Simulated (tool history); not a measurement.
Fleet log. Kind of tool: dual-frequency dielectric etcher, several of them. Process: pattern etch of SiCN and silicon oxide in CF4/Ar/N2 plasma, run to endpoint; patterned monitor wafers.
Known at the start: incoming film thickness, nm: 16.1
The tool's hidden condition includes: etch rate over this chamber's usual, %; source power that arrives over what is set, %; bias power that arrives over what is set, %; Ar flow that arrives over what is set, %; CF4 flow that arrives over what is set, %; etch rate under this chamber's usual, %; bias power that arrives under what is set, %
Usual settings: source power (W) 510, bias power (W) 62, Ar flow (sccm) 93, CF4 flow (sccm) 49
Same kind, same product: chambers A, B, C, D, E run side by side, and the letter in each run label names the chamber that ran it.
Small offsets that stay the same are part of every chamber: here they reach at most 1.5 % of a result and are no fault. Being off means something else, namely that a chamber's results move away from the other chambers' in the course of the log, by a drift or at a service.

| run | hour | source power (W) | bias power (W) | Ar flow (sccm) | CF4 flow (sccm) | hours since the last wet clean | hours since the last source power generator calibration | hours since the last bias power generator calibration | hours since the last Ar flow controller change | hours since the last CF4 flow controller change | endpoint time (s) |
|---|---|---|---|---|---|---|---|---|---|---|---|
| 1E | 3.2 | 510 | 62 | 93 | 49 | 86.1 | 3167.8 | 919.8 | 1381.7 | 3346.7 | 18.284 |
| 2C | 7.3 | 510 | 62 | 93 | 49 | 66.2 | 2429.3 | 3520.9 | 4629.2 | 1379.4 | 18.575 |
| 3D | 11.6 | 510 | 62 | 93 | 49 | 95.6 | 3700.4 | 3150.8 | 2857.6 | 2736.4 | 18.490 |
| 4B | 16.0 | 510 | 62 | 93 | 49 | 276.6 | 1229.7 | 1069.6 | 1054.0 | 1171.1 | 18.403 |
|  | 20.6 | chamber A: bias power generator calibrated |
| 5A | 20.6 | 510 | 62 | 93 | 49 | 327.7 | 3349.5 | 0.1 | 3091.8 | 2402.6 | 18.312 |
| 6E | 25.5 | 510 | 62 | 93 | 49 | 108.4 | 3190.1 | 942.1 | 1404.0 | 3369.0 | 18.300 |
| 7D | 30.7 | 510 | 62 | 93 | 49 | 114.7 | 3719.5 | 3169.9 | 2876.7 | 2755.5 | 18.500 |
| 8B | 35.5 | 510 | 62 | 93 | 49 | 296.1 | 1249.2 | 1089.1 | 1073.5 | 1190.6 | 18.407 |
| 9A | 39.5 | 510 | 62 | 93 | 49 | 346.6 | 3368.4 | 19.0 | 3110.7 | 2421.5 | 18.230 |
| 10C | 43.6 | 380 | 73 | 93 | 49 | 102.5 | 2465.6 | 3557.2 | 4665.5 | 1415.7 | 22.523 |
| 11E | 46.0 | 380 | 73 | 93 | 49 | 128.9 | 3210.6 | 962.6 | 1424.5 | 3389.5 | 22.404 |
| 12C | 50.8 | 380 | 73 | 93 | 49 | 109.7 | 2472.8 | 3564.4 | 4672.7 | 1422.9 | 22.565 |
| 13B | 55.5 | 380 | 73 | 93 | 49 | 316.1 | 1269.2 | 1109.1 | 1093.5 | 1210.6 | 22.625 |
| 14A | 59.6 | 380 | 73 | 93 | 49 | 366.7 | 3388.5 | 39.1 | 3130.8 | 2441.6 | 22.485 |
| 15D | 64.9 | 510 | 62 | 93 | 49 | 148.9 | 3753.7 | 3204.1 | 2910.9 | 2789.7 | 18.591 |
| 16C | 70.1 | 510 | 62 | 93 | 49 | 129.0 | 2492.1 | 3583.7 | 4692.0 | 1442.2 | 18.589 |
| 17E | 74.5 | 510 | 62 | 93 | 49 | 157.4 | 3239.1 | 991.1 | 1453.0 | 3418.0 | 18.001 |
| 18D | 79.1 | 510 | 62 | 93 | 49 | 163.1 | 3767.9 | 3218.3 | 2925.1 | 2803.9 | 18.463 |
| 19A | 82.1 | 510 | 62 | 93 | 49 | 389.2 | 3411.0 | 61.6 | 3153.3 | 2464.1 | 18.429 |
| 20B | 84.4 | 510 | 62 | 93 | 49 | 345.0 | 1298.1 | 1138.0 | 1122.4 | 1239.5 | 18.399 |
| 21A | 87.1 | 510 | 62 | 93 | 49 | 394.2 | 3416.0 | 66.6 | 3158.3 | 2469.1 | 18.530 |
| 22C | 91.4 | 510 | 62 | 93 | 49 | 150.3 | 2513.4 | 3605.0 | 4713.3 | 1463.5 | 18.572 |
| 23D | 96.5 | 510 | 62 | 93 | 49 | 180.5 | 3785.3 | 3235.7 | 2942.5 | 2821.3 | 18.468 |
| 24B | 100.4 | 510 | 62 | 93 | 49 | 361.0 | 1314.1 | 1154.0 | 1138.4 | 1255.5 | 18.504 |
| 25E | 105.5 | 510 | 62 | 93 | 49 | 188.4 | 3270.1 | 1022.1 | 1484.0 | 3449.0 | 17.887 |
| 26D | 109.1 | 510 | 62 | 93 | 49 | 193.1 | 3797.9 | 3248.3 | 2955.1 | 2833.9 | 18.464 |
| 27C | 111.7 | 510 | 62 | 93 | 49 | 170.6 | 2533.7 | 3625.3 | 4733.6 | 1483.8 | 18.555 |
| 28E | 114.0 | 510 | 62 | 93 | 49 | 196.9 | 3278.6 | 1030.6 | 1492.5 | 3457.5 | 17.972 |
| 29A | 118.7 | 510 | 54 | 107 | 49 | 425.8 | 3447.6 | 98.2 | 3189.9 | 2500.7 | 19.761 |
| 30B | 124.0 | 510 | 54 | 107 | 49 | 384.6 | 1337.7 | 1177.6 | 1162.0 | 1279.1 | 19.782 |
|  | 125.2 | chamber B: wet clean of the chamber |
| 31C | 128.4 | 510 | 54 | 107 | 49 | 187.3 | 2550.4 | 3642.0 | 4750.3 | 1500.5 | 19.956 |
| 32B | 131.5 | 510 | 54 | 107 | 49 | 6.4 | 1345.2 | 1185.1 | 1169.5 | 1286.6 | 19.700 |
| 33D | 136.3 | 510 | 54 | 107 | 49 | 220.3 | 3825.1 | 3275.5 | 2982.3 | 2861.1 | 19.831 |
| 34E | 139.0 | 510 | 62 | 93 | 49 | 221.9 | 3303.6 | 1055.6 | 1517.5 | 3482.5 | 17.703 |
| 35A | 143.3 | 510 | 62 | 93 | 49 | 450.4 | 3472.2 | 122.8 | 3214.5 | 2525.3 | 18.350 |
| 36B | 146.6 | 510 | 62 | 93 | 49 | 21.5 | 1360.3 | 1200.2 | 1184.6 | 1301.7 | 18.350 |
| 37E | 150.1 | 510 | 62 | 93 | 49 | 233.0 | 3314.7 | 1066.7 | 1528.6 | 3493.6 | 17.669 |
| 38C | 153.6 | 510 | 62 | 93 | 49 | 212.5 | 2575.6 | 3667.2 | 4775.5 | 1525.7 | 18.525 |
| 39D | 157.0 | 510 | 62 | 93 | 49 | 241.0 | 3845.8 | 3296.2 | 3003.0 | 2881.8 | 18.424 |

All 5 chambers run these settings next. Forecast each chamber's results:
| 40A | 160.9 | 450 | 62 | 93 | 49 |  |  |  |  |  | ? |
| 40B | 160.9 | 450 | 62 | 93 | 49 |  |  |  |  |  | ? |
| 40C | 160.9 | 450 | 62 | 93 | 49 |  |  |  |  |  | ? |
| 40D | 160.9 | 450 | 62 | 93 | 49 |  |  |  |  |  | ? |
| 40E | 160.9 | 450 | 62 | 93 | 49 |  |  |  |  |  | ? |

| run | endpoint time (s) |
|---|---|
| 40A | 20.589 |
| 40B | 20.472 |
| 40C | 20.606 |
| 40D | 20.471 |
| 40E | 19.640 |
